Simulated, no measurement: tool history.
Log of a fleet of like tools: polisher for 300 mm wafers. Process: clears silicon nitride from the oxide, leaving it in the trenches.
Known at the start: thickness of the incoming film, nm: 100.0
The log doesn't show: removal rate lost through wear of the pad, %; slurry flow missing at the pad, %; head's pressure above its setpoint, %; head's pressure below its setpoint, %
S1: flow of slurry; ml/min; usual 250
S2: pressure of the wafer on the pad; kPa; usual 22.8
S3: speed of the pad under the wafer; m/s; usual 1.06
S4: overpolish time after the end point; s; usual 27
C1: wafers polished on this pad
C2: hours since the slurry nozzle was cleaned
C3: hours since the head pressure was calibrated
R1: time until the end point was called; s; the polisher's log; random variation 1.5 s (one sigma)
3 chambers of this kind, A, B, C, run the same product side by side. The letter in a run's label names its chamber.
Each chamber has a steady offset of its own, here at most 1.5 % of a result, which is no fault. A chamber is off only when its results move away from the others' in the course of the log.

run,hour,S1,S2,S3,S4,C1,C2,C3,R1
# hour 3.9: chamber A: worn pad replaced by a new one
1B,4.1,250,22.8,1.06,27,208,217.3,643.4,101.51
2A,7.8,250,22.8,1.06,27,34,35.4,736.3,96.492
3C,12.9,250,22.8,1.06,27,776,666.1,235.4,101.15
4C,15.6,250,22.8,1.06,27,800,668.8,238.1,99.221
5B,20,250,22.8,1.06,27,347,233.2,659.3,101.74
6A,22.7,250,22.8,1.06,27,164,50.3,751.2,97.562
7B,25.3,250,22.8,1.06,27,393,238.5,664.6,98.965
# hour 28.5: chamber C: worn pad replaced by a new one
8C,30.4,250,22.8,1.06,27,16,683.6,252.9,96.884
9A,34,250,22.8,1.06,27,262,61.6,762.5,97.65
10A,37.4,250,22.8,1.06,27,292,65,765.9,96.279
11C,41.5,250,22.8,1.06,27,113,694.7,264,98.015
# hour 42.9: chamber B: worn pad replaced by a new one
12B,47.3,250,22.8,1.06,27,38,260.5,686.6,99.701
13C,49.8,250,22.8,1.06,27,186,703,272.3,99.254
14B,52.5,250,22.8,1.06,27,84,265.7,691.8,96.653
# hour 54.7: chamber C: slurry nozzle cleaned
15A,56.6,250,30.3,1.06,41,460,84.2,785.1,74.107
16B,61.3,250,30.3,1.06,41,160,274.5,700.6,74.1
17A,65.7,250,30.3,1.06,41,539,93.3,794.2,72.404
18C,68.3,250,22.8,1.06,27,347,13.6,290.8,97.827
19A,72.4,250,22.8,1.06,27,598,100,800.9,97.851
20B,76.5,250,22.8,1.06,27,293,289.7,715.8,99.558
21C,80.5,250,22.8,1.06,27,454,25.8,303,97.104
22A,85.4,250,22.8,1.06,27,711,113,813.9,97.77
23C,88.3,250,22.8,1.06,27,522,33.6,310.8,98.626
24B,93.5,250,22.8,1.06,27,442,306.7,732.8,97.712
25B,97.4,250,22.8,1.06,27,476,310.6,736.7,97.673
# hour 98.3: chamber B: slurry nozzle cleaned
# hour 100.5: chamber A: worn pad replaced by a new one
26C,101,250,16.5,1.06,18,633,46.3,323.5,135.44
27A,103.6,250,16.5,1.06,18,27,131.2,832.1,131.58
28A,107.9,250,16.5,1.06,18,64,135.5,836.4,130.11
29C,110.9,250,22.8,1.06,27,720,56.2,333.4,98.418
30B,114.2,250,22.8,1.06,27,622,15.9,753.5,99.735
# hour 115.2: chamber B: worn pad replaced by a new one
31A,117.4,250,22.8,1.06,27,147,145,845.9,96.177
32C,122.9,250,22.8,1.06,27,824,68.2,345.4,98.644
33B,126.8,250,22.8,1.06,27,101,28.5,766.1,97.302

What goes on in this fleet: one chamber off, a drifting gauge, or nothing beyond the chambers' own small offsets? Name the chamber and the cause, if any.

No chamber stands off beyond its own small offset, and the gauge holds steady.
